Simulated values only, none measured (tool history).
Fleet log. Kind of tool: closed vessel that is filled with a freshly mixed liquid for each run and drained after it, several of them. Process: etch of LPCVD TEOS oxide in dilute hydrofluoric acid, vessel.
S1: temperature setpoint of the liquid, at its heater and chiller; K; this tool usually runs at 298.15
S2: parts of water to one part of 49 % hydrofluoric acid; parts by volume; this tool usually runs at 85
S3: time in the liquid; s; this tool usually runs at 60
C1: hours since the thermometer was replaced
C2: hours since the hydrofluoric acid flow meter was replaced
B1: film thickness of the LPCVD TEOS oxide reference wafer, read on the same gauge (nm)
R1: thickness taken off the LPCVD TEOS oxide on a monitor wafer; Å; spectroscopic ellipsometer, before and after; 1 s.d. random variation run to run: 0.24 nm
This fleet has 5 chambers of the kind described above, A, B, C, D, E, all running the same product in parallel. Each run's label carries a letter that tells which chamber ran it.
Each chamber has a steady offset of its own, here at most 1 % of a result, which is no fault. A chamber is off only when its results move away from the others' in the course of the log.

{"run": "1E", "hour": 5.8, "S1": 298.15, "S2": 85, "S3": 60, "C1": 826.2, "C2": 172.0, "B1": 110.0, "R1": 273.81}
{"run": "2C", "hour": 13.9, "S1": 298.15, "S2": 85, "S3": 60, "C1": 457.0, "C2": 346.0, "B1": 109.98, "R1": 277.37}
{"run": "3B", "hour": 21.2, "S1": 298.15, "S2": 85, "S3": 60, "C1": 1228.4, "C2": 1251.6, "B1": 109.95, "R1": 274.73}
{"run": "4D", "hour": 29.2, "S1": 298.15, "S2": 85, "S3": 60, "C1": 1820.9, "C2": 283.0, "B1": 110.02, "R1": 275.08}
{"run": "5A", "hour": 35.2, "S1": 298.15, "S2": 85, "S3": 60, "C1": 647.0, "C2": 125.8, "B1": 109.98, "R1": 272.32}
{"run": "6B", "hour": 39.6, "S1": 298.15, "S2": 85, "S3": 60, "C1": 1246.8, "C2": 1270.0, "B1": 109.95, "R1": 276.25}
{"run": "7C", "hour": 47.0, "S1": 298.15, "S2": 85, "S3": 60, "C1": 490.1, "C2": 379.1, "B1": 110.02, "R1": 276.52}
{"run": "8D", "hour": 52.8, "S1": 298.15, "S2": 85, "S3": 60, "C1": 1844.5, "C2": 306.6, "B1": 109.95, "R1": 274.14}
{"run": "9A", "hour": 57.1, "S1": 298.15, "S2": 85, "S3": 60, "C1": 668.9, "C2": 147.7, "B1": 110.02, "R1": 274.85}
{"run": "10E", "hour": 65.1, "S1": 298.15, "S2": 85, "S3": 60, "C1": 885.5, "C2": 231.3, "B1": 109.99, "R1": 270.22}
{"run": "11D", "hour": 72.0, "S1": 301.15, "S2": 60, "S3": 60, "C1": 1863.7, "C2": 325.8, "B1": 110.01, "R1": 456.11}
{"run": "12E", "hour": 79.1, "S1": 301.15, "S2": 60, "S3": 60, "C1": 899.5, "C2": 245.3, "B1": 109.98, "R1": 456.36}
{"run": "13C", "hour": 83.2, "S1": 301.15, "S2": 60, "S3": 60, "C1": 526.3, "C2": 415.3, "B1": 109.98, "R1": 462.73}
{"run": "14B", "hour": 86.8, "S1": 301.15, "S2": 60, "S3": 60, "C1": 1294.0, "C2": 1317.2, "B1": 110.0, "R1": 449.12}
{"run": "15A", "hour": 93.0, "S1": 301.15, "S2": 60, "S3": 60, "C1": 704.8, "C2": 183.6, "B1": 110.02, "R1": 446.57}
{"run": "16C", "hour": 97.5, "S1": 298.15, "S2": 85, "S3": 60, "C1": 540.6, "C2": 429.6, "B1": 109.97, "R1": 274.69}
{"run": "17D", "hour": 102.6, "S1": 298.15, "S2": 85, "S3": 60, "C1": 1894.3, "C2": 356.4, "B1": 109.96, "R1": 272.85}
{"run": "18E", "hour": 109.3, "S1": 298.15, "S2": 85, "S3": 60, "C1": 929.7, "C2": 275.5, "B1": 110.0, "R1": 269.99}
{"run": "19B", "hour": 116.8, "S1": 298.15, "S2": 85, "S3": 60, "C1": 1324.0, "C2": 1347.2, "B1": 109.95, "R1": 275.24}
{"run": "20A", "hour": 122.3, "S1": 298.15, "S2": 115, "S3": 85, "C1": 734.1, "C2": 212.9, "B1": 110.03, "R1": 277.93}
{"run": "21C", "hour": 126.3, "S1": 298.15, "S2": 115, "S3": 85, "C1": 569.4, "C2": 458.4, "B1": 109.99, "R1": 277.22}
{"run": "22D", "hour": 129.8, "S1": 298.15, "S2": 115, "S3": 85, "C1": 1921.5, "C2": 383.6, "B1": 110.05, "R1": 271.6}
{"run": "23E", "hour": 137.8, "S1": 298.15, "S2": 115, "S3": 85, "C1": 958.2, "C2": 304.0, "B1": 109.95, "R1": 278.22}
{"run": "24B", "hour": 143.7, "S1": 298.15, "S2": 115, "S3": 85, "C1": 1350.9, "C2": 1374.1, "B1": 110.01, "R1": 283.97}
{"run": "25A", "hour": 148.1, "S1": 298.15, "S2": 85, "S3": 60, "C1": 759.9, "C2": 238.7, "B1": 110.02, "R1": 274.3}
{"run": "26E", "hour": 153.3, "S1": 298.15, "S2": 70, "S3": 60, "C1": 973.7, "C2": 319.5, "B1": 109.98, "R1": 333.6}
{"run": "27C", "hour": 160.3, "S1": 298.15, "S2": 70, "S3": 60, "C1": 603.4, "C2": 492.4, "B1": 109.96, "R1": 342.76}
{"run": "28D", "hour": 168.5, "S1": 298.15, "S2": 70, "S3": 60, "C1": 1960.2, "C2": 422.3, "B1": 110.08, "R1": 337.82}
{"hour": 172.4, "done": "chamber A: thermometer replaced"}
{"run": "29B", "hour": 174.0, "S1": 298.15, "S2": 70, "S3": 60, "C1": 1381.2, "C2": 1404.4, "B1": 109.97, "R1": 344.09}
{"run": "30A", "hour": 181.1, "S1": 298.15, "S2": 70, "S3": 60, "C1": 8.8, "C2": 271.7, "B1": 109.99, "R1": 335.07}
{"run": "31C", "hour": 187.6, "S1": 298.15, "S2": 70, "S3": 60, "C1": 630.7, "C2": 519.7, "B1": 109.99, "R1": 342.92}
{"run": "32D", "hour": 193.5, "S1": 298.15, "S2": 70, "S3": 60, "C1": 1985.2, "C2": 447.3, "B1": 110.03, "R1": 338.88}
{"run": "33B", "hour": 200.9, "S1": 298.15, "S2": 70, "S3": 60, "C1": 1408.1, "C2": 1431.3, "B1": 109.98, "R1": 339.81}
{"run": "34A", "hour": 207.3, "S1": 298.15, "S2": 70, "S3": 60, "C1": 35.0, "C2": 297.9, "B1": 109.97, "R1": 336.62}
{"run": "35E", "hour": 215.0, "S1": 298.15, "S2": 70, "S3": 60, "C1": 1035.4, "C2": 381.2, "B1": 110.04, "R1": 344.88}
{"run": "36D", "hour": 223.0, "S1": 301.65, "S2": 85, "S3": 60, "C1": 2014.7, "C2": 476.8, "B1": 110.02, "R1": 316.03}
{"run": "37B", "hour": 230.5, "S1": 301.65, "S2": 85, "S3": 60, "C1": 1437.7, "C2": 1460.9, "B1": 109.98, "R1": 311.9}
{"run": "38E", "hour": 235.9, "S1": 301.65, "S2": 85, "S3": 60, "C1": 1056.3, "C2": 402.1, "B1": 110.0, "R1": 312.91}
{"run": "39A", "hour": 244.0, "S1": 301.65, "S2": 85, "S3": 60, "C1": 71.7, "C2": 334.6, "B1": 109.99, "R1": 312.7}
{"run": "40C", "hour": 249.0, "S1": 301.65, "S2": 85, "S3": 60, "C1": 692.1, "C2": 581.1, "B1": 109.97, "R1": 314.87}
{"hour": 251.8, "done": "chamber C: thermometer replaced"}
{"run": "41E", "hour": 256.5, "S1": 298.15, "S2": 85, "S3": 60, "C1": 1076.9, "C2": 422.7, "B1": 110.03, "R1": 274.31}
{"run": "42C", "hour": 264.4, "S1": 298.15, "S2": 85, "S3": 60, "C1": 12.7, "C2": 596.5, "B1": 109.99, "R1": 274.27}
{"run": "43B", "hour": 270.7, "S1": 298.15, "S2": 85, "S3": 60, "C1": 1477.9, "C2": 1501.1, "B1": 110.0, "R1": 273.0}
{"run": "44A", "hour": 275.6, "S1": 298.15, "S2": 85, "S3": 60, "C1": 103.3, "C2": 366.2, "B1": 109.99, "R1": 274.57}

Predict what each chamber gives when all 5 of them run the settings below next.
{"run": "45A", "hour": 281.4, "S1": 301.65, "S2": 85, "S3": 60, "R1": "?"}
{"run": "45B", "hour": 281.4, "S1": 301.65, "S2": 85, "S3": 60, "R1": "?"}
{"run": "45C", "hour": 281.4, "S1": 301.65, "S2": 85, "S3": 60, "R1": "?"}
{"run": "45D", "hour": 281.4, "S1": 301.65, "S2": 85, "S3": 60, "R1": "?"}
{"run": "45E", "hour": 281.4, "S1": 301.65, "S2": 85, "S3": 60, "R1": "?"}

run=45A R1=310.12
run=45B R1=315.99
run=45C R1=312.78
run=45D R1=316.12
run=45E R1=315.84
